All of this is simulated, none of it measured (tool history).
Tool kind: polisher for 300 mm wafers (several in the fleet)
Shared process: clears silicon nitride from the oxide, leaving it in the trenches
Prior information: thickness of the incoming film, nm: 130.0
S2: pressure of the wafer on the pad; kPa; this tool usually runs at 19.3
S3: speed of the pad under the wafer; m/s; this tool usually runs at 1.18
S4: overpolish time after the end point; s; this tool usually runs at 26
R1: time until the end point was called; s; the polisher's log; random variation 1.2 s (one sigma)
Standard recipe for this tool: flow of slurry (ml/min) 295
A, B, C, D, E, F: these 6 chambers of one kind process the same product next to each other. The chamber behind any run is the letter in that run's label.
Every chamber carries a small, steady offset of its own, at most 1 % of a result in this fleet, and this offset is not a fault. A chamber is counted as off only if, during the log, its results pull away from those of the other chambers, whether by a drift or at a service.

run 1F hour=6.9 | flow_of_slurry_(ml/min)=295 S2=19.3 S3=1.18 S4=26 | R1=136.87
run 2D hour=18.7 | flow_of_slurry_(ml/min)=295 S2=19.3 S3=1.18 S4=26 | R1=136.77
run 3B hour=25.2 | flow_of_slurry_(ml/min)=295 S2=19.3 S3=1.18 S4=26 | R1=138.82
-- hour=28.5 chamber B: slurry nozzle cleaned
-- hour=30.8 chamber D: worn pad replaced by a new one
run 4C hour=34.1 | flow_of_slurry_(ml/min)=295 S2=19.3 S3=1.18 S4=26 | R1=137.96
run 5E hour=40.9 | flow_of_slurry_(ml/min)=295 S2=19.3 S3=1.18 S4=26 | R1=139.66
run 6A hour=54.2 | flow_of_slurry_(ml/min)=295 S2=19.3 S3=1.18 S4=26 | R1=138.79
-- hour=55.5 chamber B: worn pad replaced by a new one
-- hour=63 chamber A: slurry nozzle cleaned
run 7D hour=63.2 | flow_of_slurry_(ml/min)=295 S2=19.3 S3=1.18 S4=26 | R1=138.38
-- hour=63.6 chamber C: worn pad replaced by a new one
run 8E hour=71.3 | flow_of_slurry_(ml/min)=295 S2=19.3 S3=1.18 S4=26 | R1=137.6
-- hour=75 chamber A: worn pad replaced by a new one
run 9A hour=81.1 | flow_of_slurry_(ml/min)=295 S2=19.3 S3=1.18 S4=26 | R1=138.39
run 10B hour=88.8 | flow_of_slurry_(ml/min)=295 S2=19.3 S3=1.18 S4=26 | R1=138.08
-- hour=91.8 chamber E: worn pad replaced by a new one
-- hour=96 chamber D: slurry nozzle cleaned
run 11C hour=100.3 | flow_of_slurry_(ml/min)=295 S2=19.3 S3=1.18 S4=26 | R1=139.47
-- hour=102.5 chamber F: worn pad replaced by a new one
run 12F hour=111.3 | flow_of_slurry_(ml/min)=295 S2=19.3 S3=1.18 S4=26 | R1=136.01
run 13B hour=119.7 | flow_of_slurry_(ml/min)=295 S2=19.3 S3=1.18 S4=26 | R1=136.4
-- hour=122.9 chamber B: head pressure recalibrated
-- hour=125 chamber B: worn pad replaced by a new one
run 14E hour=132.7 | flow_of_slurry_(ml/min)=295 S2=19.3 S3=1.18 S4=36 | R1=137.16
-- hour=144.4 chamber C: worn pad replaced by a new one
run 15D hour=144.5 | flow_of_slurry_(ml/min)=295 S2=19.3 S3=1.18 S4=36 | R1=138.53
-- hour=150.8 chamber F: head pressure recalibrated
run 16C hour=150.8 | flow_of_slurry_(ml/min)=295 S2=19.3 S3=1.18 S4=36 | R1=135.26
-- hour=153.1 chamber A: head pressure recalibrated
run 17A hour=161.3 | flow_of_slurry_(ml/min)=295 S2=19.3 S3=1.18 S4=36 | R1=135.92
-- hour=163.1 chamber D: head pressure recalibrated
-- hour=169.3 chamber A: worn pad replaced by a new one
run 18F hour=172.8 | flow_of_slurry_(ml/min)=295 S2=19.3 S3=1.18 S4=36 | R1=135.18
run 19C hour=178.5 | flow_of_slurry_(ml/min)=295 S2=19.3 S3=1.18 S4=36 | R1=137.15
run 20E hour=188.6 | flow_of_slurry_(ml/min)=295 S2=19.3 S3=1.56 S4=26 | R1=105.65
run 21D hour=199.2 | flow_of_slurry_(ml/min)=295 S2=19.3 S3=1.56 S4=26 | R1=102.96
-- hour=204.8 chamber D: worn pad replaced by a new one
-- hour=205.5 chamber B: worn pad replaced by a new one
run 22A hour=208.5 | flow_of_slurry_(ml/min)=295 S2=19.3 S3=1.56 S4=26 | R1=103.92
-- hour=208.7 chamber E: head pressure recalibrated
-- hour=216 chamber C: worn pad replaced by a new one
run 23F hour=217.6 | flow_of_slurry_(ml/min)=295 S2=19.3 S3=1.56 S4=26 | R1=104.85
-- hour=223.1 chamber C: slurry nozzle cleaned
run 24B hour=224.6 | flow_of_slurry_(ml/min)=295 S2=19.3 S3=1.56 S4=26 | R1=116.4
-- hour=232 chamber E: worn pad replaced by a new one
run 25A hour=234.5 | flow_of_slurry_(ml/min)=295 S2=19.3 S3=1.56 S4=26 | R1=104.56
run 26E hour=240.6 | flow_of_slurry_(ml/min)=295 S2=19.3 S3=1.18 S4=26 | R1=138.81
run 27F hour=251.4 | flow_of_slurry_(ml/min)=295 S2=19.3 S3=1.18 S4=26 | R1=136.33
-- hour=255.3 chamber F: worn pad replaced by a new one
-- hour=259.3 chamber A: slurry nozzle cleaned
run 28C hour=262.3 | flow_of_slurry_(ml/min)=295 S2=19.3 S3=1.18 S4=26 | R1=138
-- hour=262.8 chamber A: worn pad replaced by a new one
-- hour=274.7 chamber B: worn pad replaced by a new one
run 29D hour=274.7 | flow_of_slurry_(ml/min)=295 S2=19.3 S3=1.18 S4=26 | R1=137.45
run 30B hour=282.8 | flow_of_slurry_(ml/min)=295 S2=19.3 S3=1.18 S4=26 | R1=153.81
run 31F hour=291.5 | flow_of_slurry_(ml/min)=295 S2=19.3 S3=1.18 S4=26 | R1=136.84
-- hour=293.2 chamber C: worn pad replaced by a new one
run 32C hour=301.2 | flow_of_slurry_(ml/min)=295 S2=19.3 S3=1.18 S4=26 | R1=139.41
run 33D hour=309.9 | flow_of_slurry_(ml/min)=295 S2=19.3 S3=1.18 S4=26 | R1=136.09
run 34A hour=317 | flow_of_slurry_(ml/min)=295 S2=19.3 S3=1.18 S4=26 | R1=138.57
run 35E hour=330.4 | flow_of_slurry_(ml/min)=295 S2=19.3 S3=1.18 S4=26 | R1=139.14
-- hour=342.1 chamber A: worn pad replaced by a new one
run 36B hour=343.2 | flow_of_slurry_(ml/min)=295 S2=19.3 S3=1.18 S4=26 | R1=154.36
run 37A hour=349 | flow_of_slurry_(ml/min)=295 S2=19.3 S3=1.18 S4=26 | R1=138.5
run 38B hour=356.7 | flow_of_slurry_(ml/min)=295 S2=19.3 S3=1.18 S4=26 | R1=152.99
-- hour=358.7 chamber D: worn pad replaced by a new one
run 39D hour=367.5 | flow_of_slurry_(ml/min)=295 S2=19.3 S3=1.18 S4=26 | R1=137.87
-- hour=371.4 chamber C: worn pad replaced by a new one
-- hour=373.3 chamber E: worn pad replaced by a new one
run 40E hour=373.7 | flow_of_slurry_(ml/min)=295 S2=19.3 S3=1.18 S4=26 | R1=140.51
run 41F hour=380.1 | flow_of_slurry_(ml/min)=295 S2=19.3 S3=1.18 S4=26 | R1=137.68
run 42C hour=389.5 | flow_of_slurry_(ml/min)=295 S2=19.3 S3=1.18 S4=26 | R1=137.39

Next, all 6 chambers run the settings below, one line each with question marks for the results. What does each chamber give?
run 43A hour=399.1 | flow_of_slurry_(ml/min)=295 S2=19.3 S3=1.18 S4=11 | R1=?
run 43B hour=399.1 | flow_of_slurry_(ml/min)=295 S2=19.3 S3=1.18 S4=11 | R1=?
run 43C hour=399.1 | flow_of_slurry_(ml/min)=295 S2=19.3 S3=1.18 S4=11 | R1=?
run 43D hour=399.1 | flow_of_slurry_(ml/min)=295 S2=19.3 S3=1.18 S4=11 | R1=?
run 43E hour=399.1 | flow_of_slurry_(ml/min)=295 S2=19.3 S3=1.18 S4=11 | R1=?
run 43F hour=399.1 | flow_of_slurry_(ml/min)=295 S2=19.3 S3=1.18 S4=11 | R1=?

run=43A R1=136.32
run=43B R1=155.95
run=43C R1=137.46
run=43D R1=138.42
run=43E R1=137.24
run=43F R1=135.94
